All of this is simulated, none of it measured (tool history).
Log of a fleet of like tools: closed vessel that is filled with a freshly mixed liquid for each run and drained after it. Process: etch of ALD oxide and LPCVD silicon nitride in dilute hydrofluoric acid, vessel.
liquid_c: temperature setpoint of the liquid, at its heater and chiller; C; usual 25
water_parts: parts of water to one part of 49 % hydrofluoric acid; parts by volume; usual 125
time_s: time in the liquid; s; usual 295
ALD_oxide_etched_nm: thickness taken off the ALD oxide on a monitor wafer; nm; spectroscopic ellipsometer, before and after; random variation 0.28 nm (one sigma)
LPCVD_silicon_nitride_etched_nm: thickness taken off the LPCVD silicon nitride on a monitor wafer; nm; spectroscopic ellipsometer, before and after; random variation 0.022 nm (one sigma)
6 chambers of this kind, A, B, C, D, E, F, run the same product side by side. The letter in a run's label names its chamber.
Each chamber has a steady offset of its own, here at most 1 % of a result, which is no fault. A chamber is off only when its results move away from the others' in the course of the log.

run	day	liquid_c	water_parts	time_s	hours since the thermometer was replaced	hours since the hydrofluoric acid flow meter was replaced	read-back film thickness of the ALD oxide reference wafer, read on the same gauge (nm)	read-back film thickness of the LPCVD silicon nitride reference wafer, read on the same gauge (nm)	ALD_oxide_etched_nm	LPCVD_silicon_nitride_etched_nm
1A	0.354	25	125	295	769.6	1409.6	49.999	90.004	32.79	1.1961
2B	0.592	25	125	295	405.1	427.7	49.989	89.982	32.749	1.2292
3C	0.821	25	125	295	2548.5	208.2	50.008	90.006	32.213	1.2189
4F	1.162	25	125	295	727.9	549.4	49.986	90.006	33.659	1.215
5E	1.588	28.5	125	420	63.6	1112.4	50.005	90.007	53.893	2.2089
6D	1.929	28.5	125	420	89.6	551.5	50.001	90.008	53.997	2.2493
7C	2.442	28.5	125	420	2587.4	247.1	49.998	89.996	53.559	2.1508
8D	2.921	28.5	125	420	113.4	575.3	50.015	90	53.332	2.2509
9E	3.333	28.5	125	420	105.5	1154.3	50.009	89.993	54.131	2.1605
10B	3.638	28.5	125	420	478.2	500.8	50.003	89.998	53.377	2.2146
11A	4.15	25	125	295	860.7	1500.7	50.018	89.99	33.633	1.2809
12F	4.571	25	125	295	809.7	631.2	50.001	90.004	33.422	1.2586
13F	4.821	25	125	295	815.7	637.2	50.017	90.008	33.272	1.2143
14B	5.192	25	125	295	515.5	538.1	50	89.994	33.052	1.2258
# day 5.258: chamber A: thermometer replaced
15E	5.621	25	125	295	160.4	1209.2	50.013	89.998	32.226	1.2474
16D	6.008	25	125	295	187.5	649.4	50.015	90.007	33.205	1.21
17C	6.442	25	125	295	2683.4	343.1	49.99	89.979	32.566	1.233
# day 6.625: chamber C: thermometer replaced
# day 6.817: chamber F: hydrofluoric acid flow meter replaced
18A	6.975	25	125	295	41.3	1568.5	49.984	90.026	33.132	1.2498
19D	7.358	25	125	295	219.9	681.8	49.999	89.994	33.229	1.2399
# day 7.446: chamber A: hydrofluoric acid flow meter replaced
20B	7.8	25	125	295	578.1	600.7	49.998	90.005	33.523	1.2787
21A	8.067	25	125	295	67.5	14.9	49.986	90.007	32.942	1.264
# day 8.188: chamber D: hydrofluoric acid flow meter replaced
22C	8.521	25	125	295	45.5	393	50.01	90.004	33.079	1.2497
23F	8.979	29.5	175	295	915.5	52	49.996	89.976	26.382	1.2106
24E	9.321	29.5	175	295	249.2	1298	50.024	89.976	25.962	1.2267
25F	9.733	29.5	175	295	933.6	70.1	49.983	89.998	26.382	1.1692
26D	10.112	29.5	175	295	286	46.2	50.007	90.016	25.662	1.1783
27C	10.579	29.5	175	295	94.9	442.4	49.992	90.002	25.658	1.1388
28B	10.933	29.5	175	295	653.3	675.9	49.997	90.024	27.223	1.215
29A	11.262	25	125	295	144.2	91.6	49.981	89.986	33.36	1.2305
30E	11.604	25	125	295	304	1352.8	49.99	90.002	32.517	1.2186
31F	12.058	25	150	295	989.4	125.9	49.992	90.03	26.528	1.0201
32D	12.379	25	150	295	340.4	100.6	50.014	90.013	26.705	1.0337
33A	12.788	25	150	295	180.8	128.2	50.006	89.979	26.928	1.0235
34C	13.25	25	150	295	159	506.5	50.021	90.021	26.27	0.99846
35E	13.762	25	150	295	355.8	1404.6	50.008	90.015	26.266	1.0259
36B	14.096	25	150	295	729.2	751.8	50.011	89.987	28.818	1.1041
37C	14.433	25	125	295	187.4	534.9	49.995	89.992	32.281	1.2226
38F	14.888	25	125	295	1057.3	193.8	49.982	89.998	33.238	1.2403

What goes on in this fleet: one chamber off, a drifting gauge, or nothing beyond the chambers' own small offsets? Name the chamber and the cause, if any.

Chamber B drifts away from the others.
Cause: hydrofluoric acid flow above the setpoint (%) = 7.51.

Here are 4 candidates for chamber B's next run, each the usual settings with a change, their results left as question marks. Which one brings its results back in line with what the others give on the usual settings?
In line means no further than this from the other chambers' mean on the usual settings: ALD_oxide_etched_nm 0.98 nm; LPCVD_silicon_nitride_etched_nm 0.079 nm
39B-1	15.267	25	130	285					?	?
39B-2	15.267	25	125	300					?	?
39B-3	15.267	25	120	305					?	?
39B-4	15.267	25	125	290					?	?

The other chambers' mean on the usual settings: ALD_oxide_etched_nm 32.876 nm; LPCVD_silicon_nitride_etched_nm 1.2357 nm
run	ALD_oxide_etched_nm	LPCVD_silicon_nitride_etched_nm
39B-1	32.811	1.2187
39B-2	36.099	1.333
39B-3	38.421	1.4102
39B-4	34.896	1.2885
39B-1 brings the chamber back in line.
